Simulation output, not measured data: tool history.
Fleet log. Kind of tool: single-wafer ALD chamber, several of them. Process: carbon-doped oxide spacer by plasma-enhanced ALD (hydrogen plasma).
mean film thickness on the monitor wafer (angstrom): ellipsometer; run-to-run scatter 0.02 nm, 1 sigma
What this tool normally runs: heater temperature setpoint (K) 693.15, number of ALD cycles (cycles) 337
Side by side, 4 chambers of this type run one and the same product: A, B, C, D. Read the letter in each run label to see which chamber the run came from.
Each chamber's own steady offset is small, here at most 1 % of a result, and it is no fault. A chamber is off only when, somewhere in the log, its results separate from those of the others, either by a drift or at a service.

| run | day | heater temperature setpoint (K) | number of ALD cycles (cycles) | read-back reference wafer on the same gauge, thickness_nm | mean film thickness on the monitor wafer (angstrom) |
|---|---|---|---|---|---|
| 1D | 0.429 | 693.15 | 337 | 15.9 | 159.04 |
| 2A | 0.875 | 693.15 | 337 | 15.896 | 159.32 |
| 3B | 1.25 | 693.15 | 337 | 15.895 | 158.07 |
| 4C | 1.858 | 693.15 | 337 | 15.892 | 157.98 |
| 5B | 2.375 | 693.15 | 337 | 15.885 | 157.51 |
| 6C | 2.792 | 693.15 | 337 | 15.89 | 157.89 |
| 7D | 3.167 | 693.15 | 337 | 15.892 | 159.01 |
| 8A | 3.633 | 693.15 | 337 | 15.884 | 159.24 |
| 9B | 4.212 | 693.15 | 337 | 15.883 | 157.82 |
| 10C | 4.721 | 693.15 | 337 | 15.878 | 157.19 |
| 11A | 5.25 | 693.15 | 337 | 15.882 | 159.31 |
| 12D | 5.775 | 693.15 | 337 | 15.876 | 158.86 |
| 13B | 6.233 | 693.15 | 337 | 15.874 | 157.57 |
| 14A | 6.571 | 693.15 | 337 | 15.87 | 159.35 |
| 15D | 7.167 | 693.15 | 337 | 15.867 | 158.78 |
| 16C | 7.788 | 693.15 | 337 | 15.864 | 157.11 |
| 17C | 8.175 | 693.15 | 337 | 15.865 | 157.41 |
|  | 8.254 | chamber A: thermocouple changed; heater temperature recalibrated |
| 18A | 8.504 | 693.15 | 337 | 15.86 | 158.94 |
| 19D | 8.808 | 693.15 | 337 | 15.856 | 158.6 |
| 20B | 9.271 | 693.15 | 337 | 15.865 | 158 |
| 21C | 9.888 | 693.15 | 337 | 15.856 | 157.52 |
| 22D | 10.25 | 684.15 | 337 | 15.857 | 163.14 |
| 23A | 10.871 | 684.15 | 337 | 15.852 | 163.19 |
| 24B | 11.525 | 684.15 | 337 | 15.851 | 162.44 |
| 25C | 11.975 | 684.15 | 337 | 15.852 | 162.01 |
| 26D | 12.433 | 693.15 | 337 | 15.846 | 158.51 |
| 27B | 12.862 | 693.15 | 337 | 15.846 | 157.53 |
| 28A | 13.317 | 693.15 | 337 | 15.84 | 158.84 |
| 29C | 13.871 | 693.15 | 337 | 15.842 | 157.31 |
| 30A | 14.2 | 693.15 | 337 | 15.836 | 158.84 |
| 31B | 14.771 | 693.15 | 337 | 15.836 | 157.37 |
| 32D | 15.171 | 693.15 | 337 | 15.837 | 158.46 |
| 33C | 15.812 | 693.15 | 337 | 15.832 | 157.17 |
| 34A | 16.183 | 693.15 | 337 | 15.831 | 158.64 |
| 35D | 16.508 | 693.15 | 337 | 15.834 | 158.08 |
| 36B | 17.017 | 693.15 | 337 | 15.828 | 157.2 |
| 37A | 17.338 | 693.15 | 337 | 15.823 | 158.47 |
| 38D | 17.975 | 693.15 | 337 | 15.824 | 158.53 |
| 39C | 18.612 | 693.15 | 337 | 15.826 | 157.17 |

All chambers now run identical settings, listed one chamber a line with results as question marks. What results will each chamber show?
| 40A | 19.096 | 684.15 | 337 |  | ? |
| 40B | 19.096 | 684.15 | 337 |  | ? |
| 40C | 19.096 | 684.15 | 337 |  | ? |
| 40D | 19.096 | 684.15 | 337 |  | ? |

| run | mean film thickness on the monitor wafer (angstrom) |
|---|---|
| 40A | 162.86 |
| 40B | 161.79 |
| 40C | 162.01 |
| 40D | 162.77 |
